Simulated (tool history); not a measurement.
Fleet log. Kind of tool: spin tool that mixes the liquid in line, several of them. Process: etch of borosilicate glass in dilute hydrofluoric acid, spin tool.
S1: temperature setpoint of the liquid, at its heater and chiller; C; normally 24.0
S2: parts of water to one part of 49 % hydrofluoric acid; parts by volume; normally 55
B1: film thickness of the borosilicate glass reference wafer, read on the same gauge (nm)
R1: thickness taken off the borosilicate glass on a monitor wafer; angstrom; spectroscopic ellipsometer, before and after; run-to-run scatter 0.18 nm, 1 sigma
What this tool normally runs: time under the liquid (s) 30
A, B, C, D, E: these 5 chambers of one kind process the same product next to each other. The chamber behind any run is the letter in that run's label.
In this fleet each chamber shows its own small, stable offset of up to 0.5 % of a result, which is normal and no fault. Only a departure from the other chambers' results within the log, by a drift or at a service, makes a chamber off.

{"run": "1B", "day": 0.225, "S1": 24.0, "S2": 55, "time under the liquid (s)": 30, "B1": 99.999, "R1": 234.7}
{"run": "2A", "day": 0.5, "S1": 24.0, "S2": 55, "time under the liquid (s)": 30, "B1": 99.988, "R1": 244.5}
{"run": "3C", "day": 0.704, "S1": 24.0, "S2": 55, "time under the liquid (s)": 30, "B1": 99.998, "R1": 243.01}
{"run": "4E", "day": 0.942, "S1": 24.0, "S2": 55, "time under the liquid (s)": 30, "B1": 99.975, "R1": 240.3}
{"run": "5D", "day": 1.283, "S1": 24.0, "S2": 55, "time under the liquid (s)": 30, "B1": 100.02, "R1": 243.08}
{"run": "6A", "day": 1.492, "S1": 24.0, "S2": 55, "time under the liquid (s)": 30, "B1": 99.987, "R1": 238.34}
{"run": "7C", "day": 1.646, "S1": 24.0, "S2": 55, "time under the liquid (s)": 30, "B1": 100.0, "R1": 240.77}
{"run": "8E", "day": 1.825, "S1": 24.0, "S2": 55, "time under the liquid (s)": 30, "B1": 100.0, "R1": 241.97}
{"run": "9B", "day": 2.004, "S1": 19.0, "S2": 55, "time under the liquid (s)": 25, "B1": 99.98, "R1": 161.02}
{"run": "10D", "day": 2.196, "S1": 19.0, "S2": 55, "time under the liquid (s)": 25, "B1": 100.01, "R1": 165.68}
{"run": "11E", "day": 2.475, "S1": 19.0, "S2": 55, "time under the liquid (s)": 25, "B1": 99.995, "R1": 161.26}
{"run": "12D", "day": 2.733, "S1": 19.0, "S2": 55, "time under the liquid (s)": 25, "B1": 100.0, "R1": 163.37}
{"run": "13C", "day": 2.979, "S1": 19.0, "S2": 55, "time under the liquid (s)": 25, "B1": 99.974, "R1": 161.71}
{"run": "14A", "day": 3.221, "S1": 24.0, "S2": 55, "time under the liquid (s)": 30, "B1": 99.959, "R1": 240.81}
{"run": "15B", "day": 3.404, "S1": 24.0, "S2": 55, "time under the liquid (s)": 30, "B1": 100.0, "R1": 242.05}
{"run": "16A", "day": 3.592, "S1": 21.0, "S2": 35, "time under the liquid (s)": 30, "B1": 99.982, "R1": 342.12}
{"run": "17B", "day": 3.742, "S1": 21.0, "S2": 35, "time under the liquid (s)": 30, "B1": 100.03, "R1": 338.41}
{"run": "18D", "day": 3.975, "S1": 21.0, "S2": 35, "time under the liquid (s)": 30, "B1": 100.03, "R1": 349.29}
{"run": "19E", "day": 4.25, "S1": 21.0, "S2": 35, "time under the liquid (s)": 30, "B1": 99.981, "R1": 345.59}
{"run": "20C", "day": 4.396, "S1": 21.0, "S2": 35, "time under the liquid (s)": 30, "B1": 99.987, "R1": 347.71}
{"run": "21A", "day": 4.592, "S1": 24.0, "S2": 55, "time under the liquid (s)": 30, "B1": 99.996, "R1": 242.74}
{"run": "22C", "day": 4.867, "S1": 24.0, "S2": 55, "time under the liquid (s)": 30, "B1": 99.955, "R1": 239.82}
{"run": "23D", "day": 5.096, "S1": 24.0, "S2": 55, "time under the liquid (s)": 30, "B1": 100.02, "R1": 252.43}
{"run": "24E", "day": 5.288, "S1": 24.0, "S2": 55, "time under the liquid (s)": 30, "B1": 99.955, "R1": 241.31}
{"run": "25B", "day": 5.592, "S1": 24.0, "S2": 55, "time under the liquid (s)": 30, "B1": 100.06, "R1": 238.07}
{"run": "26E", "day": 5.929, "S1": 24.0, "S2": 55, "time under the liquid (s)": 30, "B1": 99.997, "R1": 241.2}
{"day": 6.162, "done": "chamber E: hydrofluoric acid flow meter replaced"}
{"run": "27A", "day": 6.238, "S1": 21.5, "S2": 40, "time under the liquid (s)": 30, "B1": 100.04, "R1": 305.16}
{"run": "28C", "day": 6.408, "S1": 21.5, "S2": 40, "time under the liquid (s)": 30, "B1": 100.04, "R1": 303.27}
{"run": "29B", "day": 6.662, "S1": 21.5, "S2": 40, "time under the liquid (s)": 30, "B1": 99.944, "R1": 297.1}
{"run": "30D", "day": 6.938, "S1": 21.5, "S2": 40, "time under the liquid (s)": 30, "B1": 99.994, "R1": 321.32}
{"run": "31D", "day": 7.233, "S1": 21.5, "S2": 40, "time under the liquid (s)": 30, "B1": 99.98, "R1": 326.12}
{"run": "32E", "day": 7.417, "S1": 24.0, "S2": 55, "time under the liquid (s)": 30, "B1": 100.02, "R1": 242.29}
{"run": "33C", "day": 7.65, "S1": 24.0, "S2": 55, "time under the liquid (s)": 30, "B1": 100.05, "R1": 242.53}
{"run": "34B", "day": 7.825, "S1": 24.0, "S2": 55, "time under the liquid (s)": 30, "B1": 99.973, "R1": 240.81}
{"run": "35A", "day": 8.042, "S1": 24.0, "S2": 55, "time under the liquid (s)": 30, "B1": 100.02, "R1": 242.67}
{"run": "36E", "day": 8.275, "S1": 24.0, "S2": 55, "time under the liquid (s)": 30, "B1": 99.952, "R1": 240.01}
{"run": "37A", "day": 8.488, "S1": 24.0, "S2": 55, "time under the liquid (s)": 30, "B1": 100.01, "R1": 242.44}
{"run": "38B", "day": 8.754, "S1": 24.0, "S2": 55, "time under the liquid (s)": 30, "B1": 99.98, "R1": 240.4}
{"run": "39D", "day": 8.925, "S1": 24.0, "S2": 55, "time under the liquid (s)": 30, "B1": 100.04, "R1": 262.75}
{"run": "40C", "day": 9.158, "S1": 24.0, "S2": 55, "time under the liquid (s)": 30, "B1": 100.0, "R1": 242.54}
{"run": "41A", "day": 9.404, "S1": 24.0, "S2": 55, "time under the liquid (s)": 30, "B1": 100.01, "R1": 241.32}
{"run": "42B", "day": 9.712, "S1": 24.0, "S2": 55, "time under the liquid (s)": 30, "B1": 100.0, "R1": 239.37}

Decide between three cases: one chamber stands off from its peers, the gauge reading all wafers drifts, or nothing is wrong past each chamber's small offset. Where a chamber is off, say which and what most likely put it there.

One chamber, D, drifts off from the rest bit by bit.
Cause: hydrofluoric acid flow above the setpoint (%) = 9.24.
With only this log, it may be confused with: liquid hotter than its thermometer reads (K).

Chamber D could run next with any of the 4 candidate recipes listed below; each alters the usual settings, and their results appear as question marks. Which one brings its results back in line with what the other chambers deliver on the usual settings?
Counts as in line when no further than this from what the other chambers average on the usual settings: R1 6.40 angstrom
{"run": "43D-1", "day": 9.958, "S1": 29.0, "S2": 55, "time under the liquid (s)": 30, "R1": "?"}
{"run": "43D-2", "day": 9.958, "S1": 24.0, "S2": 60, "time under the liquid (s)": 30, "R1": "?"}
{"run": "43D-3", "day": 9.958, "S1": 26.0, "S2": 55, "time under the liquid (s)": 30, "R1": "?"}
{"run": "43D-4", "day": 9.958, "S1": 19.5, "S2": 55, "time under the liquid (s)": 30, "R1": "?"}

Average result of the remaining chambers running the usual settings: R1 240.72 angstrom
run=43D-1 R1=320.72
run=43D-2 R1=239.82
run=43D-3 R1=284.87
run=43D-4 R1=218.35
43D-2 brings the chamber back in line.
